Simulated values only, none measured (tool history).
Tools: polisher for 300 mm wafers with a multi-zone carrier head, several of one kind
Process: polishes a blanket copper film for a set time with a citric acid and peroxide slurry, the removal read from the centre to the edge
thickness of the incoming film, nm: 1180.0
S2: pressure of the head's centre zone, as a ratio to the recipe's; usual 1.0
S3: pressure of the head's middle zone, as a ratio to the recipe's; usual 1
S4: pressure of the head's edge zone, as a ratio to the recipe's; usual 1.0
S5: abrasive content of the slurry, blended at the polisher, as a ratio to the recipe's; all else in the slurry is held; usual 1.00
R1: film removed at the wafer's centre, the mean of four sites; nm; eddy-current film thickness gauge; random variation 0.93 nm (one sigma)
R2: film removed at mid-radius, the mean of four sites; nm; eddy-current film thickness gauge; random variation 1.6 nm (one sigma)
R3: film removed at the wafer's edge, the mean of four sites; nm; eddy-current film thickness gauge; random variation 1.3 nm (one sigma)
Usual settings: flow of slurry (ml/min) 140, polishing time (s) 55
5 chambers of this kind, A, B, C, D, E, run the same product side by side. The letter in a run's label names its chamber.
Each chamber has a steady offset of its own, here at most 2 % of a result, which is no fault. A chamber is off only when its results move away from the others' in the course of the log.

At hour 1.3: chamber C: slurry nozzle cleaned.
Run 1B, hour 7.3: usual settings. Result: R1 153.36 nm, R2 148.02 nm, R3 150.53 nm.
Run 2A, hour 14.4: usual settings. Result: R1 150.85 nm, R2 147.79 nm, R3 152.60 nm.
At hour 17.4: chamber A: slurry nozzle cleaned.
Run 3D, hour 19.0: usual settings. Result: R1 150.33 nm, R2 149.56 nm, R3 150.65 nm.
Run 4C, hour 25.4: usual settings. Result: R1 151.72 nm, R2 155.52 nm, R3 152.40 nm.
Run 5E, hour 32.4: usual settings. Result: R1 152.27 nm, R2 148.52 nm, R3 150.50 nm.
At hour 34.8: chamber A: centre zone pressure recalibrated.
Run 6E, hour 36.4: usual settings. Result: R1 150.93 nm, R2 150.53 nm, R3 146.64 nm.
At hour 37.4: chamber B: edge zone pressure recalibrated.
At hour 42.0: chamber D: worn pad replaced by a new one.
Run 7A, hour 44.3: usual settings. Result: R1 150.25 nm, R2 149.15 nm, R3 152.03 nm.
Run 8C, hour 49.6: usual settings. Result: R1 150.41 nm, R2 153.16 nm, R3 152.79 nm.
Run 9D, hour 55.4: usual settings. Result: R1 150.73 nm, R2 150.81 nm, R3 150.27 nm.
At hour 56.3: chamber B: centre zone pressure recalibrated.
At hour 58.2: chamber C: worn pad replaced by a new one.
Run 10B, hour 63.3: usual settings but S2 1.1, S4 0.9. Result: R1 169.06 nm, R2 149.84 nm, R3 144.48 nm.
At hour 67.1: chamber E: worn pad replaced by a new one.
Run 11A, hour 69.3: usual settings but S2 1.1, S4 0.9. Result: R1 168.50 nm, R2 149.18 nm, R3 144.83 nm.
Run 12B, hour 75.0: usual settings but S2 1.1, S4 0.9. Result: R1 167.04 nm, R2 147.19 nm, R3 142.56 nm.
At hour 78.2: chamber A: edge zone pressure recalibrated.
At hour 78.7: chamber B: worn pad replaced by a new one.
Run 13C, hour 80.8: usual settings but S2 1.1, S4 0.9. Result: R1 166.12 nm, R2 154.33 nm, R3 142.38 nm.
Run 14E, hour 88.6: usual settings but S2 1.1, S4 0.9. Result: R1 166.26 nm, R2 151.22 nm, R3 142.11 nm.
Run 15D, hour 93.4: usual settings. Result: R1 152.09 nm, R2 150.40 nm, R3 151.00 nm.
At hour 97.1: chamber D: worn pad replaced by a new one.
Run 16D, hour 101.2: usual settings. Result: R1 150.85 nm, R2 148.16 nm, R3 152.04 nm.
Run 17A, hour 105.1: usual settings. Result: R1 149.31 nm, R2 146.22 nm, R3 149.27 nm.
Run 18C, hour 109.9: usual settings but S5 0.85. Result: R1 144.33 nm, R2 148.13 nm, R3 148.06 nm.
Run 19B, hour 115.5: usual settings but S5 0.85. Result: R1 145.92 nm, R2 142.64 nm, R3 146.27 nm.
Run 20E, hour 123.5: usual settings but S5 0.85. Result: R1 146.75 nm, R2 147.75 nm, R3 145.10 nm.
Run 21A, hour 128.1: usual settings but S5 0.85. Result: R1 143.19 nm, R2 141.81 nm, R3 142.96 nm.
Run 22B, hour 135.7: usual settings but S5 0.85. Result: R1 145.79 nm, R2 145.77 nm, R3 148.57 nm.
At hour 137.3: chamber C: worn pad replaced by a new one.
Run 23C, hour 143.0: usual settings. Result: R1 151.38 nm, R2 153.33 nm, R3 151.81 nm.
At hour 146.8: chamber D: worn pad replaced by a new one.
Run 24D, hour 146.9: usual settings. Result: R1 150.78 nm, R2 151.75 nm, R3 152.74 nm.
Run 25E, hour 154.4: usual settings. Result: R1 150.71 nm, R2 150.36 nm, R3 151.32 nm.
Run 26E, hour 158.5: usual settings. Result: R1 151.63 nm, R2 150.98 nm, R3 150.38 nm.
At hour 159.3: chamber B: worn pad replaced by a new one.
Run 27C, hour 162.6: usual settings but S2 0.9, S5 1.20. Result: R1 140.03 nm, R2 161.36 nm, R3 158.29 nm.
Run 28A, hour 170.9: usual settings but S2 0.9, S5 1.20. Result: R1 132.16 nm, R2 146.64 nm, R3 148.29 nm.
Run 29B, hour 178.1: usual settings but S2 0.9, S5 1.20. Result: R1 142.00 nm, R2 156.58 nm, R3 158.13 nm.
At hour 178.6: chamber E: worn pad replaced by a new one.
Run 30D, hour 182.6: usual settings but S2 0.9, S5 1.20. Result: R1 139.64 nm, R2 154.30 nm, R3 156.64 nm.
Run 31E, hour 186.5: usual settings but S2 0.9, S5 1.20. Result: R1 139.26 nm, R2 155.09 nm, R3 154.63 nm.
Run 32C, hour 194.7: usual settings. Result: R1 152.09 nm, R2 152.44 nm, R3 150.42 nm.

Is one chamber off against the others, does the gauge drift, or is nothing wrong? If a chamber is off, say which, and what the likeliest cause is.

Chamber A drifts away from the others.
Cause: removal rate lost through wear of the pad, % = 6.93.
The log may not tell that from: slurry flow missing at the pad, %.

Here are 4 candidates for chamber A's next run, each the usual settings with a change, their results left as question marks. Which one brings its results back in line with what the others give on the usual settings?
In line means no further than this from the other chambers' mean on the usual settings: R1 3.30 nm; R2 5.50 nm; R3 4.40 nm
Run 33A-1, hour 200.7: usual settings but polishing time (s) 57. Result: R1 ?, R2 ?, R3 ?.
Run 33A-2, hour 200.7: usual settings but polishing time (s) 53. Result: R1 ?, R2 ?, R3 ?.
Run 33A-3, hour 200.7: usual settings but S3 1.01, polishing time (s) 59. Result: R1 ?, R2 ?, R3 ?.
Run 33A-4, hour 200.7: usual settings but S3 0.99, polishing time (s) 51. Result: R1 ?, R2 ?, R3 ?.

The other chambers' mean on the usual settings: R1 151.14 nm; R2 150.44 nm; R3 151.62 nm
  run      R1      R2      R3
33A-1  145.25  144.03  146.06
33A-2  135.06  133.93  135.81
33A-3  150.36  150.44  151.16
33A-4  129.95  127.70  130.71
33A-3 brings the chamber back in line.

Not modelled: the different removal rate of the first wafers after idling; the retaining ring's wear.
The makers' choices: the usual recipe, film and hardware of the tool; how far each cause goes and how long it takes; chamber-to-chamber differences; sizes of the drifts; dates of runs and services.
